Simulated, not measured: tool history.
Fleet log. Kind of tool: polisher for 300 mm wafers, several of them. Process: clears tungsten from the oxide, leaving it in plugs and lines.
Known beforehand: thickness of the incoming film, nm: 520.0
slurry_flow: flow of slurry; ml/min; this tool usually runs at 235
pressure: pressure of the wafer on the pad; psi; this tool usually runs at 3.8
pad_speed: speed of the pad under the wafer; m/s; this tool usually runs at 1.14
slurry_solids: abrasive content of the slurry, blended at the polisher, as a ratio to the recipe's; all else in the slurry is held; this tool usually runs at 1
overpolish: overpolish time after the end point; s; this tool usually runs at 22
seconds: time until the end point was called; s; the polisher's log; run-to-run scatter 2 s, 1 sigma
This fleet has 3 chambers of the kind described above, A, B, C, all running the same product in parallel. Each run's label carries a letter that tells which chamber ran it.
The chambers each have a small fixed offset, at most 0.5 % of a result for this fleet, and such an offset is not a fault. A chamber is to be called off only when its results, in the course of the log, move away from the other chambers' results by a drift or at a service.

run   hour  slurry_flow  pressure  pad_speed  slurry_solids  overpolish  seconds
       8.8  -- chamber B: slurry blender recalibrated
 1B   12.4          235       3.8       1.14              1          22   103.82
 2A     24          235       3.8       1.14              1          22   104.85
      25.8  -- chamber C: worn pad replaced by a new one
 3C   36.7          235       3.8       1.14              1          22   102.61
      48.6  -- chamber C: slurry nozzle cleaned
 4A   51.3          235       3.8       1.14              1          22   108.37
 5C   62.8          235       3.8       1.14              1          22   100.57
      70.3  -- chamber B: worn pad replaced by a new one
      71.9  -- chamber B: slurry tank refilled with fresh slurry and peroxide
 6B   72.3          235       3.8       1.14              1          22   102.52
 7B   79.3          235       3.8       1.14              1          22   104.67
 8C   89.4          235       3.8       1.14              1          22   103.87
 9A     97          235       3.8       1.14              1          22   104.03
      99.7  -- chamber A: worn pad replaced by a new one
10A  111.7          235       3.8       1.14              1          22   103.33
11B  127.2          235       3.8       1.14              1          22   103.91
12C  140.3          235       3.8       1.14              1          22   106.26
13A  151.8          235       3.8       1.14              1          22   103.02
14C  166.2          235       3.8       1.14              1          22   102.54
     175.2  -- chamber C: slurry tank refilled with fresh slurry and peroxide
     177.7  -- chamber B: slurry tank refilled with fresh slurry and peroxide
15B  181.2          235       3.8       1.14              1          22   105.91
     182.2  -- chamber B: worn pad replaced by a new one
16C  191.6          235       3.8       1.14              1          22   103.91
     196.4  -- chamber C: slurry blender recalibrated
17B  198.3          235       3.8       1.14              1          22   102.71
     210.3  -- chamber B: slurry nozzle cleaned
18A  213.5          235       3.8       1.14              1          22   107.09
19C    226          235       3.8       1.14              1          22   105.21
20A  237.9          235       3.8       1.14              1          22    109.5
21B  250.2          235       3.8       1.14              1          22   102.01
22C    260          235       3.8       1.14              1          22   104.55
     263.6  -- chamber A: slurry nozzle cleaned
     266.1  -- chamber B: slurry tank refilled with fresh slurry and peroxide
23A  269.4          235       3.8       1.14              1          22   107.53
24B  279.3          235       3.8       1.14              1          22   106.63
     282.9  -- chamber C: worn pad replaced by a new one
     286.8  -- chamber B: slurry blender recalibrated
     287.7  -- chamber B: worn pad replaced by a new one
25A  288.4          235       3.8       1.14              1          22   114.29
     291.4  -- chamber B: head pressure recalibrated
26C  299.3          235       3.8       1.14              1          22   103.43
     306.6  -- chamber A: slurry blender recalibrated
27B  308.1          235       3.8          1              1          22   118.99
     308.9  -- chamber A: worn pad replaced by a new one
28B  319.9          235       3.8          1              1          22   118.99
     325.1  -- chamber C: head pressure recalibrated
29A  330.3          235       3.8          1              1          22   131.23
30C  339.4          235       3.8       1.14              1          22   104.72
31A    351          235       3.8       1.14              1          22    117.2
32C  362.7          235       3.8       1.14              1          22   104.53
     367.1  -- chamber B: slurry tank refilled with fresh slurry and peroxide
33B  369.9          235       3.8       1.14              1          22   104.96
34A  382.4          235       3.8       1.14              1          22   121.25
     385.4  -- chamber B: worn pad replaced by a new one
     385.7  -- chamber C: slurry tank refilled with fresh slurry and peroxide
35C  397.6          235       3.8       1.14              1          22   107.41
36B  411.8          235       3.8       1.14              1          22   102.11
37C  420.6          235       3.8       1.14              1          22   102.15
38A  431.2          235       3.8        1.5              1          13   95.832
39B    445          235       3.8        1.5              1          13    80.79
     455.9  -- chamber B: slurry tank refilled with fresh slurry and peroxide
40C  456.6          235       3.8        1.5              1          13   82.343
41B  469.2          235       3.8       1.14              1          22    105.7
42A  476.5          235       4.9       1.14           0.85          22   109.42

Next, all 3 chambers run the settings below, one line each with question marks for the results. What does each chamber give?
43A  487.6          235       3.8       1.14            0.9          22        ?
43B  487.6          235       3.8       1.14            0.9          22        ?
43C  487.6          235       3.8       1.14            0.9          22        ?

run  seconds
43A   136.77
43B   103.15
43C   107.62

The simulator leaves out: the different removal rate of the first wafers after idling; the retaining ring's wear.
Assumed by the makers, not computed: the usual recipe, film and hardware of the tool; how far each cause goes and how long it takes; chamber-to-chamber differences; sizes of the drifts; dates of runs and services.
